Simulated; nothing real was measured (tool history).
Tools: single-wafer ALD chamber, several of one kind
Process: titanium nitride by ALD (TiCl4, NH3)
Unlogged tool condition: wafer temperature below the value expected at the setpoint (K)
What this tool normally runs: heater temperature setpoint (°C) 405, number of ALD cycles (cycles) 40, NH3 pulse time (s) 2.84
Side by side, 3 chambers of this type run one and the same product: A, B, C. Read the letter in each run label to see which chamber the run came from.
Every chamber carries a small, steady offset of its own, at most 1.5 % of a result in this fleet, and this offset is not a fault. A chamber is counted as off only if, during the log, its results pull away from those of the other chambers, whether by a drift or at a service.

run,hour,heater temperature setpoint (°C),number of ALD cycles (cycles),NH3 pulse time (s),hours since the last thermocouple change,"read-back reference wafer on the same gauge, thickness_nm",mean film thickness on the monitor wafer (Å)
1A,7.7,405,40,2.84,2239.4,0.79172,8.9642
2C,14.9,405,40,2.84,719.6,0.79232,9.0581
3B,23.2,405,40,2.84,1920.8,0.79250,8.9198
4C,32.7,405,40,2.84,737.4,0.79230,9.0251
5B,39.0,405,40,2.84,1936.6,0.79270,8.9134
6A,46.1,405,40,2.84,2277.8,0.79243,8.9526
7B,58.8,405,40,2.84,1956.4,0.79274,8.9357
8C,72.9,397,40,2.84,777.6,0.79283,8.9965
9A,86.5,397,40,2.84,2318.2,0.79299,8.9297
10B,93.3,397,40,2.84,1990.9,0.79284,8.8456
11A,107.7,417,40,2.84,2339.4,0.79290,8.9568
12C,114.6,417,40,2.84,819.3,0.79352,9.0948
13C,122.3,417,40,2.84,827.0,0.79371,9.0638
14B,136.8,405,40,2.84,2034.4,0.79360,8.9162
15A,148.1,405,40,2.84,2379.8,0.79397,8.9597
16A,160.2,405,40,2.84,2391.9,0.79416,8.9559
17B,170.9,405,40,2.84,2068.5,0.79413,8.9412
18C,182.8,405,40,2.84,887.5,0.79373,9.0284
19A,192.0,405,40,2.84,2423.7,0.79470,8.9749
# hour 196.5: chamber B: thermocouple changed; heater temperature recalibrated
20B,204.5,405,40,2.84,8.0,0.79477,8.9540
21C,213.9,405,40,2.84,918.6,0.79458,9.0546
22A,228.0,405,40,2.84,2459.7,0.79496,8.9384
23B,237.9,405,40,2.84,41.4,0.79465,8.9960
24C,251.2,405,40,2.84,955.9,0.79505,9.0714
25C,263.5,405,40,2.84,968.2,0.79515,9.0649
26B,273.6,405,40,2.84,77.1,0.79535,8.9658
27A,280.8,405,40,3.48,2512.5,0.79540,9.0025
28B,292.6,405,40,3.48,96.1,0.79539,9.0108
29C,306.4,405,40,3.48,1011.1,0.79545,9.1269
30A,321.0,405,40,2.84,2552.7,0.79617,8.9796
31A,333.7,405,40,2.84,2565.4,0.79610,8.9869
32B,347.2,405,40,2.84,150.7,0.79610,8.9742
33C,353.6,405,42,2.26,1058.3,0.79622,9.4574
34C,367.4,405,42,2.26,1072.1,0.79659,9.4397
35A,374.4,405,42,2.26,2606.1,0.79657,9.3616
36B,382.5,405,40,2.84,186.0,0.79661,8.9569
37B,395.4,405,40,2.84,198.9,0.79633,8.9872
38A,407.7,405,40,2.84,2639.4,0.79671,9.0024
39C,417.0,405,40,2.84,1121.7,0.79701,9.0785
40C,427.0,396,48,2.84,1131.7,0.79712,10.8420
41A,438.7,396,48,2.84,2670.4,0.79728,10.7810
42B,452.4,396,48,2.84,255.9,0.79745,10.7870

Next, every chamber runs the same settings. What will each give?
43A,462.9,405,43,2.84,,,?
43B,462.9,405,43,2.84,,,?
43C,462.9,405,43,2.84,,,?

run,mean film thickness on the monitor wafer (Å)
43A,9.6661
43B,9.6775
43C,9.7659
